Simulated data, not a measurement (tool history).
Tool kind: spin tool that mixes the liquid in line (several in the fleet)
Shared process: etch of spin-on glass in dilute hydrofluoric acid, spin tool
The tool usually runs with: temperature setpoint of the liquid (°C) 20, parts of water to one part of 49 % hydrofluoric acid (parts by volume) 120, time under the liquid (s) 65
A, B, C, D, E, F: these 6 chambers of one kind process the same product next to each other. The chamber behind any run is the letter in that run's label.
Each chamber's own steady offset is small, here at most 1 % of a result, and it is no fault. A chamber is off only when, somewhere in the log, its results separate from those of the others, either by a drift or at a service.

run	day	temperature setpoint of the liquid (°C)	parts of water to one part of 49 % hydrofluoric acid (parts by volume)	time under the liquid (s)	hours since the thermometer was replaced	hours since the hydrofluoric acid flow meter was replaced	read-back film thickness of the spin-on glass reference wafer, read on the same gauge (nm)	thickness taken off the spin-on glass on a monitor wafer (nm)
1A	0.275	20	120	65	1952.1	750.5	39.984	18.095
2F	0.496	20	120	65	25.4	411.6	40.041	18.214
3B	0.812	20	120	65	160.7	811.1	39.994	18.164
4C	1.171	20	120	65	1094.4	1368.9	40.001	17.971
5D	1.508	18	120	65	715.6	1651.1	40.011	16.736
6E	1.871	18	120	65	991.1	348.9	39.992	17.204
7C	2.217	18	120	65	1119.5	1394	40.008	16.632
8F	2.496	18	120	65	73.4	459.6	40.01	17.094
9E	2.904	18	120	65	1015.9	373.7	39.981	16.849
10D	3.121	18	120	65	754.3	1689.8	39.997	17.372
11A	3.329	20	120	65	2025.4	823.8	40.021	17.995
12B	3.629	20	120	65	228.3	878.7	40.01	18.379
# day 3.633: chamber A: thermometer replaced
13D	4.058	20	120	65	776.8	1712.3	40.019	18.305
14F	4.312	20	120	65	117	503.2	40.031	18.257
15B	4.525	20	120	65	249.8	900.2	40.014	18.294
16E	4.842	20	120	65	1062.4	420.2	40.035	18.815
17C	5.221	20	120	65	1191.6	1466.1	40.031	17.852
18A	5.575	20	120	65	46.7	877.7	40.047	18.279
19F	5.996	20	120	65	157.4	543.6	40.015	18.484
20E	6.2	20	120	65	1095	452.8	39.975	18.436
21B	6.429	20	120	65	295.5	945.9	39.977	17.998
22C	6.783	20	175	100	1229.1	1503.6	40.028	17.884
23D	7.004	20	175	100	847.5	1783	40.004	18.332
24A	7.45	20	175	100	91.7	922.7	39.983	18.409
25E	7.838	20	175	100	1134.3	492.1	40.011	18.512
26B	8.096	20	175	100	335.5	985.9	39.992	17.835
27D	8.312	20	175	100	878.9	1814.4	39.995	18.58
28C	8.679	20	120	65	1274.6	1549.1	39.98	18.562
29F	9.042	20	120	65	230.5	616.7	40.017	18.139
30A	9.35	20	120	65	137.3	968.3	39.984	18.206
31E	9.667	20	120	65	1178.2	536	40.005	18.368
32B	10.075	18	120	65	383	1033.4	40.011	15.776
33D	10.446	18	120	65	930.1	1865.6	40.023	17.35
34C	10.812	18	120	65	1325.8	1600.3	39.972	16.829
35F	11.071	18	120	65	279.2	665.4	39.988	16.967
36A	11.525	18	120	65	189.5	1020.5	40.023	16.456
37C	11.846	18	120	65	1350.6	1625.1	40.038	16.706
38D	12.054	20	120	65	968.7	1904.2	39.992	18.178
39F	12.333	20	120	65	309.5	695.7	39.994	18.312
40E	12.783	20	100	35	1253	610.8	39.994	12.221
41B	13.125	20	100	35	456.2	1106.6	39.98	11.215

Decide between three cases: one chamber stands off from its peers, the gauge reading all wafers drifts, or nothing is wrong past each chamber's small offset. Where a chamber is off, say which and what most likely put it there.

It is chamber B that slowly wanders off from its peers.
Most likely cause: hydrofluoric acid flow below the setpoint (%) = 6.02.
It could be hard to tell apart here from: liquid colder than its thermometer reads (K).

Below are 4 candidate recipes for chamber B's next run, each the usual settings with a change, their results shown as question marks. Which of them brings B's results back in line with what the other chambers give on the usual settings?
Counts as in line when no further than this from what the other chambers average on the usual settings: thickness taken off the spin-on glass on a monitor wafer (nm) 0.63
42B-1	13.458	22	120	65				?
42B-2	13.458	20	135	65				?
42B-3	13.458	20	120	60				?
42B-4	13.458	20	105	65				?

What the other chambers average on the usual settings: thickness taken off the spin-on glass on a monitor wafer (nm) 18.367
run	thickness taken off the spin-on glass on a monitor wafer (nm)
42B-1	18.261
42B-2	14.768
42B-3	15.567
42B-4	19.563
The answer is 42B-1, which returns the chamber to within the allowed miss of the others.
